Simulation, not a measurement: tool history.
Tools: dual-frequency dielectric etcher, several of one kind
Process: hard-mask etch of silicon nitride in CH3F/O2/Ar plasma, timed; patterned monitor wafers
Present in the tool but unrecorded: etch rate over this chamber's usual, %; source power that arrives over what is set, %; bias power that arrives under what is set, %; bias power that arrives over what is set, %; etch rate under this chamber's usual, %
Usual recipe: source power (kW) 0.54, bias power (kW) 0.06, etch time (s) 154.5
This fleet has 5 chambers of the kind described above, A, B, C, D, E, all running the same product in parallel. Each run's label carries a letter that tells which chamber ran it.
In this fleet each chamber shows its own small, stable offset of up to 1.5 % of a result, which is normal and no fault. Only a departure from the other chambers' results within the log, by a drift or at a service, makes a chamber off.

run,hour,source power (kW),bias power (kW),etch time (s),hours since the last wet clean,hours since the last source power generator calibration,hours since the last bias power generator calibration,"read-back reference wafer on the same gauge, depth_nm",mean etch depth across the wafer (Å)
1B,11.5,0.54,0.06,154.5,121.7,2794.7,972,117,1140.2
2D,19.5,0.54,0.06,154.5,315.8,2006.3,358.4,117.03,1138.5
3C,28.5,0.54,0.06,154.5,316.1,787.8,1743.1,117.1,1147.4
# hour 30.1: chamber C: wet clean of the chamber
4A,38.6,0.54,0.06,154.5,140.5,1011.6,3246.3,117.05,1160.5
5E,49.9,0.54,0.06,154.5,528.5,2538.9,222,117.09,1140.5
6D,57.3,0.54,0.06,154.5,353.6,2044.1,396.2,116.96,1143.9
7C,67.3,0.54,0.06,154.5,37.2,826.6,1781.9,116.93,1141.5
8E,78.1,0.54,0.06,154.5,556.7,2567.1,250.2,116.99,1141.7
9B,88.8,0.54,0.066,127,199,2872,1049.3,117.09,977.64
10A,95.5,0.54,0.066,127,197.4,1068.5,3303.2,117.08,982.82
11E,107.1,0.54,0.066,127,585.7,2596.1,279.2,117.04,964.89
12A,115.1,0.54,0.066,127,217,1088.1,3322.8,117.1,983.68
# hour 126.9: chamber E: wet clean of the chamber
13C,127.8,0.54,0.066,127,97.7,887.1,1842.4,117.07,970.7
14B,135.5,0.54,0.06,154.5,245.7,2918.7,1096,116.95,1148
15D,143,0.54,0.06,154.5,439.3,2129.8,481.9,117.11,1147
16B,155.9,0.54,0.06,154.5,266.1,2939.1,1116.4,116.97,1151.4
17A,168.1,0.54,0.06,154.5,270,1141.1,3375.8,117.01,1156.7
18C,181.6,0.54,0.06,154.5,151.5,940.9,1896.2,116.98,1151.1
19E,193.3,0.54,0.06,154.5,66.4,2682.3,365.4,117.13,1136.7
20D,203,0.54,0.06,154.5,499.3,2189.8,541.9,116.99,1140.6
21C,210,0.54,0.06,154.5,179.9,969.3,1924.6,116.88,1142.3
22E,224.7,0.54,0.06,154.5,97.8,2713.7,396.8,116.97,1140.6
# hour 224.8: chamber D: wet clean of the chamber
23B,231.5,0.54,0.06,154.5,341.7,3014.7,1192,116.96,1144.7
24D,239.8,0.44,0.06,154.5,15.1,2226.6,578.7,117.02,1010.3
25A,250.2,0.44,0.06,154.5,352.1,1223.2,3457.9,116.89,1065.4
26D,260.4,0.44,0.06,154.5,35.7,2247.2,599.3,116.94,1005.2
27C,273.5,0.44,0.06,154.5,243.4,1032.8,1988.1,116.97,1055.5
28E,284.2,0.44,0.06,154.5,157.3,2773.2,456.3,117.02,1063.3
29A,293,0.54,0.06,154.5,394.9,1266,3500.7,116.95,1159.4
# hour 293.3: chamber B: wet clean of the chamber
30B,306.4,0.54,0.06,154.5,13.2,3089.6,1266.9,116.9,1148.6
31E,320.7,0.54,0.06,154.5,193.8,2809.7,492.8,117.04,1144.9
32B,327.1,0.54,0.06,154.5,33.9,3110.3,1287.6,117.08,1145.8
33A,336.3,0.54,0.06,154.5,438.2,1309.3,3544,117.04,1160
34D,347.2,0.54,0.056,172.5,122.5,2334,686.1,117.02,1195.1

Predict what each chamber gives when all 5 of them run the settings below next.
35A,357.8,0.54,0.047,154.5,,,,,?
35B,357.8,0.54,0.047,154.5,,,,,?
35C,357.8,0.54,0.047,154.5,,,,,?
35D,357.8,0.54,0.047,154.5,,,,,?
35E,357.8,0.54,0.047,154.5,,,,,?

run,mean etch depth across the wafer (Å)
35A,1074.8
35B,1062.1
35C,1060.8
35D,1012.3
35E,1055.1

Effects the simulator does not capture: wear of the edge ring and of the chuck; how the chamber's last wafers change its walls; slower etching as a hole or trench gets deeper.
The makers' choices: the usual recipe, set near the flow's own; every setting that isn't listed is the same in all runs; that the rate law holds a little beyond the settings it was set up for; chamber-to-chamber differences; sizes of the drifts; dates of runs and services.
